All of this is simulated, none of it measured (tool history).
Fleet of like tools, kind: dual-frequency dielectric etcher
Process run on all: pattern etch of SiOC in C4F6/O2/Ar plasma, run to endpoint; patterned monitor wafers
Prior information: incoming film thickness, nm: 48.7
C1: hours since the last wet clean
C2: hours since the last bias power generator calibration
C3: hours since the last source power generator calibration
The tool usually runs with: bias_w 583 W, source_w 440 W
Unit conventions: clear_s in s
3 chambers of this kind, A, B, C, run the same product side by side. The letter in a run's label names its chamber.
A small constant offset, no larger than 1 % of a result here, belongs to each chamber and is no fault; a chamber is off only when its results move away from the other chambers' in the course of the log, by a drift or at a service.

run 1B hour=7.8 | bias_w=583 source_w=440 | C1=87.6 C2=300.4 C3=91.3 | clear_s=14.685
run 2A hour=13.6 | bias_w=583 source_w=440 | C1=149.6 C2=4324.1 C3=656.6 | clear_s=15.063
run 3C hour=17.8 | bias_w=583 source_w=440 | C1=389.2 C2=2552.3 C3=547.7 | clear_s=15.078
run 4B hour=25.3 | bias_w=583 source_w=440 | C1=105.1 C2=317.9 C3=108.8 | clear_s=14.94
run 5C hour=31.9 | bias_w=583 source_w=440 | C1=403.3 C2=2566.4 C3=561.8 | clear_s=15.201
run 6A hour=36.8 | bias_w=583 source_w=440 | C1=172.8 C2=4347.3 C3=679.8 | clear_s=15.049
-- hour=41.9 chamber C: wet clean of the chamber
run 7B hour=42.7 | bias_w=583 source_w=440 | C1=122.5 C2=335.3 C3=126.2 | clear_s=14.916
run 8C hour=50.3 | bias_w=583 source_w=440 | C1=8.4 C2=2584.8 C3=580.2 | clear_s=15.055
run 9A hour=58.9 | bias_w=583 source_w=440 | C1=194.9 C2=4369.4 C3=701.9 | clear_s=14.979
run 10B hour=68 | bias_w=447 source_w=490 | C1=147.8 C2=360.6 C3=151.5 | clear_s=15.837
run 11A hour=72.8 | bias_w=447 source_w=490 | C1=208.8 C2=4383.3 C3=715.8 | clear_s=15.882
run 12C hour=79.9 | bias_w=447 source_w=490 | C1=38 C2=2614.4 C3=609.8 | clear_s=15.99
run 13B hour=87.9 | bias_w=583 source_w=440 | C1=167.7 C2=380.5 C3=171.4 | clear_s=14.89
run 14C hour=92.5 | bias_w=583 source_w=400 | C1=50.6 C2=2627 C3=622.4 | clear_s=15.599
run 15A hour=98.8 | bias_w=583 source_w=400 | C1=234.8 C2=4409.3 C3=741.8 | clear_s=15.727
run 16B hour=104.6 | bias_w=583 source_w=400 | C1=184.4 C2=397.2 C3=188.1 | clear_s=15.425
run 17C hour=111.3 | bias_w=583 source_w=440 | C1=69.4 C2=2645.8 C3=641.2 | clear_s=15.016
run 18A hour=120.3 | bias_w=454 source_w=530 | C1=256.3 C2=4430.8 C3=763.3 | clear_s=15.221
run 19B hour=128.8 | bias_w=454 source_w=530 | C1=208.6 C2=421.4 C3=212.3 | clear_s=15.406
run 20C hour=133.5 | bias_w=454 source_w=530 | C1=91.6 C2=2668 C3=663.4 | clear_s=15.471
run 21A hour=140 | bias_w=583 source_w=440 | C1=276 C2=4450.5 C3=783 | clear_s=15.023
run 22B hour=145.6 | bias_w=583 source_w=380 | C1=225.4 C2=438.2 C3=229.1 | clear_s=16.005
run 23C hour=150.3 | bias_w=583 source_w=380 | C1=108.4 C2=2684.8 C3=680.2 | clear_s=15.83
run 24A hour=155.4 | bias_w=583 source_w=380 | C1=291.4 C2=4465.9 C3=798.4 | clear_s=15.99
run 25B hour=163.1 | bias_w=583 source_w=440 | C1=242.9 C2=455.7 C3=246.6 | clear_s=15.274
run 26C hour=168.7 | bias_w=583 source_w=440 | C1=126.8 C2=2703.2 C3=698.6 | clear_s=15.089
run 27A hour=177.5 | bias_w=726 source_w=440 | C1=313.5 C2=4488 C3=820.5 | clear_s=13.814
run 28B hour=183.7 | bias_w=726 source_w=440 | C1=263.5 C2=476.3 C3=267.2 | clear_s=14.031
run 29A hour=190.3 | bias_w=726 source_w=440 | C1=326.3 C2=4500.8 C3=833.3 | clear_s=13.829
run 30C hour=196.5 | bias_w=583 source_w=440 | C1=154.6 C2=2731 C3=726.4 | clear_s=15.115
run 31A hour=200.6 | bias_w=583 source_w=440 | C1=336.6 C2=4511.1 C3=843.6 | clear_s=15.053
run 32B hour=204.6 | bias_w=583 source_w=440 | C1=284.4 C2=497.2 C3=288.1 | clear_s=15.325
run 33C hour=213.5 | bias_w=583 source_w=440 | C1=171.6 C2=2748 C3=743.4 | clear_s=15.016
run 34A hour=220.6 | bias_w=583 source_w=440 | C1=356.6 C2=4531.1 C3=863.6 | clear_s=15.022

Predict what each chamber gives when all 3 of them run the settings below next.
run 35A hour=227.1 | bias_w=583 source_w=400 | clear_s=?
run 35B hour=227.1 | bias_w=583 source_w=400 | clear_s=?
run 35C hour=227.1 | bias_w=583 source_w=400 | clear_s=?

run=35A clear_s=15.546
run=35B clear_s=15.947
run=35C clear_s=15.62
